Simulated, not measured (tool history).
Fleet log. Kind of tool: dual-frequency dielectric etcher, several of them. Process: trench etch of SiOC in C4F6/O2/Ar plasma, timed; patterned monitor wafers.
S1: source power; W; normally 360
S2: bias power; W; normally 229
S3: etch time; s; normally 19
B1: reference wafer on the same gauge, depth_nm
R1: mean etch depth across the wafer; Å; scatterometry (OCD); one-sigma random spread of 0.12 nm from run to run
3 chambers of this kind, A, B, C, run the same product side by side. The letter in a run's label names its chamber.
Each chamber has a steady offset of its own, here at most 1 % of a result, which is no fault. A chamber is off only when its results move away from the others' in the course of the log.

run 1B hour=9.3 | S1=360 S2=229 S3=19 | B1=37.286 | R1=409.07
run 2A hour=19.2 | S1=360 S2=229 S3=19 | B1=37.315 | R1=411.05
run 3C hour=30.2 | S1=360 S2=229 S3=19 | B1=37.292 | R1=408.99
run 4C hour=40.6 | S1=360 S2=229 S3=19 | B1=37.295 | R1=408.33
run 5A hour=50.5 | S1=360 S2=229 S3=19 | B1=37.323 | R1=410.2
run 6B hour=58.7 | S1=360 S2=229 S3=19 | B1=37.264 | R1=407.38
run 7A hour=68 | S1=360 S2=229 S3=19 | B1=37.295 | R1=409.96
run 8C hour=76.2 | S1=360 S2=229 S3=19 | B1=37.303 | R1=407.13
run 9B hour=85.5 | S1=360 S2=229 S3=19 | B1=37.296 | R1=406.93
run 10C hour=95.6 | S1=360 S2=229 S3=19 | B1=37.321 | R1=409
run 11A hour=102.2 | S1=360 S2=229 S3=19 | B1=37.303 | R1=410.66
run 12B hour=113.6 | S1=360 S2=229 S3=19 | B1=37.302 | R1=407.93
-- hour=118 chamber B: wet clean of the chamber
run 13C hour=122.7 | S1=360 S2=229 S3=19 | B1=37.317 | R1=409.32
run 14B hour=131 | S1=360 S2=229 S3=19 | B1=37.309 | R1=405.9
run 15A hour=139.8 | S1=360 S2=229 S3=19 | B1=37.307 | R1=412.61
run 16C hour=150.2 | S1=360 S2=229 S3=19 | B1=37.274 | R1=406.85
-- hour=156.5 chamber C: wet clean of the chamber
run 17B hour=158.1 | S1=360 S2=229 S3=19 | B1=37.278 | R1=407.44
run 18A hour=168.6 | S1=360 S2=229 S3=19 | B1=37.311 | R1=410.88
run 19A hour=181.3 | S1=360 S2=229 S3=19 | B1=37.3 | R1=410.38
run 20B hour=188.3 | S1=360 S2=229 S3=19 | B1=37.329 | R1=407.37
run 21C hour=200.8 | S1=360 S2=229 S3=19 | B1=37.304 | R1=395.51
run 22A hour=209.5 | S1=360 S2=229 S3=19 | B1=37.308 | R1=412.5
run 23B hour=222.5 | S1=360 S2=229 S3=19 | B1=37.26 | R1=408.39
run 24C hour=230.5 | S1=360 S2=229 S3=19 | B1=37.28 | R1=395.27
run 25A hour=238.2 | S1=360 S2=229 S3=19 | B1=37.297 | R1=409.66
run 26B hour=247.2 | S1=360 S2=229 S3=19 | B1=37.286 | R1=408.36
run 27C hour=255 | S1=360 S2=229 S3=19 | B1=37.315 | R1=395.26
run 28B hour=263.4 | S1=360 S2=229 S3=19 | B1=37.285 | R1=405.76
run 29C hour=275.3 | S1=360 S2=229 S3=19 | B1=37.29 | R1=397.4
run 30A hour=282.9 | S1=360 S2=229 S3=19 | B1=37.315 | R1=410.14
run 31A hour=288.9 | S1=360 S2=229 S3=19 | B1=37.272 | R1=411.82
run 32C hour=296.1 | S1=360 S2=229 S3=19 | B1=37.287 | R1=395.32
run 33B hour=304.2 | S1=360 S2=229 S3=19 | B1=37.319 | R1=406.73
run 34B hour=312.1 | S1=360 S2=229 S3=19 | B1=37.312 | R1=407.18
run 35A hour=323.4 | S1=360 S2=229 S3=19 | B1=37.273 | R1=411.23

All chambers now run identical settings, listed one chamber a line with results as question marks. What results will each chamber show?
run 36A hour=332.7 | S1=400 S2=229 S3=19 | R1=?
run 36B hour=332.7 | S1=400 S2=229 S3=19 | R1=?
run 36C hour=332.7 | S1=400 S2=229 S3=19 | R1=?

run=36A R1=427.84
run=36B R1=424.34
run=36C R1=412.99

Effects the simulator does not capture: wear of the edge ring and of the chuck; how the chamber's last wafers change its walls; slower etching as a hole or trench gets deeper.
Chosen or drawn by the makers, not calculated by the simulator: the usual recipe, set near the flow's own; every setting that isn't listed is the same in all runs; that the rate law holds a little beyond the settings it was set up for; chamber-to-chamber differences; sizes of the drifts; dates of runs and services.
